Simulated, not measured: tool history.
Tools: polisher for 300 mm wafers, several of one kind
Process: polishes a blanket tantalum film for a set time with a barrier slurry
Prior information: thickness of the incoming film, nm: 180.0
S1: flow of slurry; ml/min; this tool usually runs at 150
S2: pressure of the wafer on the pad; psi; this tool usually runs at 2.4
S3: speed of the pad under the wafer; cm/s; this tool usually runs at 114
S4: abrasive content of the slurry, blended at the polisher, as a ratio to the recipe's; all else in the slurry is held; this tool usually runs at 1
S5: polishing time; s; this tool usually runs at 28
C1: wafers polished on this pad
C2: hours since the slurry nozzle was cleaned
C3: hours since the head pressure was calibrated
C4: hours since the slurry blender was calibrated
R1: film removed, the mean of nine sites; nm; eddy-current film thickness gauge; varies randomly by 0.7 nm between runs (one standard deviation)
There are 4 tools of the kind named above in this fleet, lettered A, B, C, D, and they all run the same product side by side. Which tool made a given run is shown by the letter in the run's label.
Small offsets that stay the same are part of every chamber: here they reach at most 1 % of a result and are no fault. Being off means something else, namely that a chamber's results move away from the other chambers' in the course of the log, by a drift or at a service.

| run | hour | S1 | S2 | S3 | S4 | S5 | C1 | C2 | C3 | C4 | R1 |
|---|---|---|---|---|---|---|---|---|---|---|---|
| 1C | 4.7 | 150 | 2.4 | 114 | 1 | 28 | 59 | 90.4 | 640 | 215.7 | 51.912 |
| 2B | 10 | 150 | 2.4 | 114 | 1 | 28 | 158 | 346.2 | 157 | 65.2 | 51.982 |
| 3A | 15.1 | 150 | 2.4 | 114 | 1 | 28 | 812 | 237.9 | 154.2 | 111.8 | 52.636 |
| 4D | 19.4 | 150 | 2.4 | 114 | 1 | 28 | 705 | 139.4 | 669.4 | 133.4 | 52.727 |
| 5C | 23.4 | 150 | 2.4 | 114 | 1 | 28 | 204 | 109.1 | 658.7 | 234.4 | 52.66 |
| 6A | 29.5 | 150 | 2.4 | 114 | 1 | 28 | 924 | 252.3 | 168.6 | 126.2 | 52.608 |
| 7B | 32.9 | 150 | 2.4 | 114 | 1 | 28 | 336 | 369.1 | 179.9 | 88.1 | 51.43 |
|  | 33.4 | chamber D: worn pad replaced by a new one |
| 8D | 37.4 | 150 | 1.7 | 114 | 1 | 28 | 31 | 157.4 | 687.4 | 151.4 | 37.492 |
| 9C | 40.9 | 150 | 1.7 | 114 | 1 | 28 | 340 | 126.6 | 676.2 | 251.9 | 37.156 |
| 10A | 46.1 | 150 | 1.7 | 114 | 1 | 28 | 1053 | 268.9 | 185.2 | 142.8 | 36.507 |
|  | 49.6 | chamber A: worn pad replaced by a new one |
| 11B | 50.7 | 150 | 1.7 | 114 | 1 | 28 | 474 | 386.9 | 197.7 | 105.9 | 37.557 |
| 12D | 57.3 | 150 | 2.4 | 114 | 1 | 28 | 185 | 177.3 | 707.3 | 171.3 | 51.813 |
| 13C | 61.3 | 150 | 2.4 | 114 | 1 | 28 | 499 | 147 | 696.6 | 272.3 | 53.586 |
|  | 66.7 | chamber C: head pressure recalibrated |
| 14A | 67.9 | 150 | 2.4 | 114 | 1 | 28 | 142 | 290.7 | 207 | 164.6 | 53.437 |
| 15D | 71.6 | 150 | 2.4 | 114 | 1 | 28 | 296 | 191.6 | 721.6 | 185.6 | 50.208 |
| 16B | 76.8 | 150 | 2.4 | 114 | 1 | 28 | 677 | 413 | 223.8 | 132 | 52.18 |
| 17D | 81.2 | 150 | 2.4 | 114 | 1 | 28 | 371 | 201.2 | 731.2 | 195.2 | 51.614 |
| 18C | 85.5 | 150 | 2.4 | 114 | 1 | 28 | 687 | 171.2 | 18.9 | 296.5 | 52.245 |
| 19B | 89.3 | 150 | 2.4 | 114 | 1 | 28 | 774 | 425.5 | 236.3 | 144.5 | 53.178 |
|  | 92 | chamber B: worn pad replaced by a new one |
| 20A | 96.5 | 150 | 2.4 | 114 | 1 | 28 | 364 | 319.3 | 235.6 | 193.2 | 52.436 |
|  | 101.5 | chamber C: worn pad replaced by a new one |
| 21D | 102.4 | 150 | 1.9 | 140 | 1 | 28 | 536 | 222.4 | 752.4 | 216.4 | 48.957 |
| 22C | 107.8 | 150 | 1.9 | 140 | 1 | 28 | 49 | 193.5 | 41.2 | 318.8 | 49.951 |
| 23B | 114.8 | 150 | 1.9 | 140 | 1 | 28 | 177 | 451 | 261.8 | 170 | 51.196 |
| 24A | 118.6 | 150 | 1.9 | 140 | 1 | 28 | 536 | 341.4 | 257.7 | 215.3 | 50.637 |
|  | 119.1 | chamber D: worn pad replaced by a new one |
| 25B | 123.8 | 150 | 2.4 | 114 | 1 | 28 | 247 | 460 | 270.8 | 179 | 52.923 |
|  | 127.3 | chamber D: slurry blender recalibrated |
| 26A | 129.1 | 150 | 2.4 | 102 | 1 | 18 | 618 | 351.9 | 268.2 | 225.8 | 30.785 |
| 27D | 133.3 | 150 | 2.4 | 102 | 1 | 18 | 110 | 253.3 | 783.3 | 6.1 | 28.066 |

All chambers now run identical settings, listed one chamber a line with results as question marks. What results will each chamber show?
| 28A | 138.5 | 150 | 2.4 | 114 | 1 | 28 |  |  |  |  | ? |
| 28B | 138.5 | 150 | 2.4 | 114 | 1 | 28 |  |  |  |  | ? |
| 28C | 138.5 | 150 | 2.4 | 114 | 1 | 28 |  |  |  |  | ? |
| 28D | 138.5 | 150 | 2.4 | 114 | 1 | 28 |  |  |  |  | ? |

| run | R1 |
|---|---|
| 28A | 53.143 |
| 28B | 52.022 |
| 28C | 52.076 |
| 28D | 47.898 |

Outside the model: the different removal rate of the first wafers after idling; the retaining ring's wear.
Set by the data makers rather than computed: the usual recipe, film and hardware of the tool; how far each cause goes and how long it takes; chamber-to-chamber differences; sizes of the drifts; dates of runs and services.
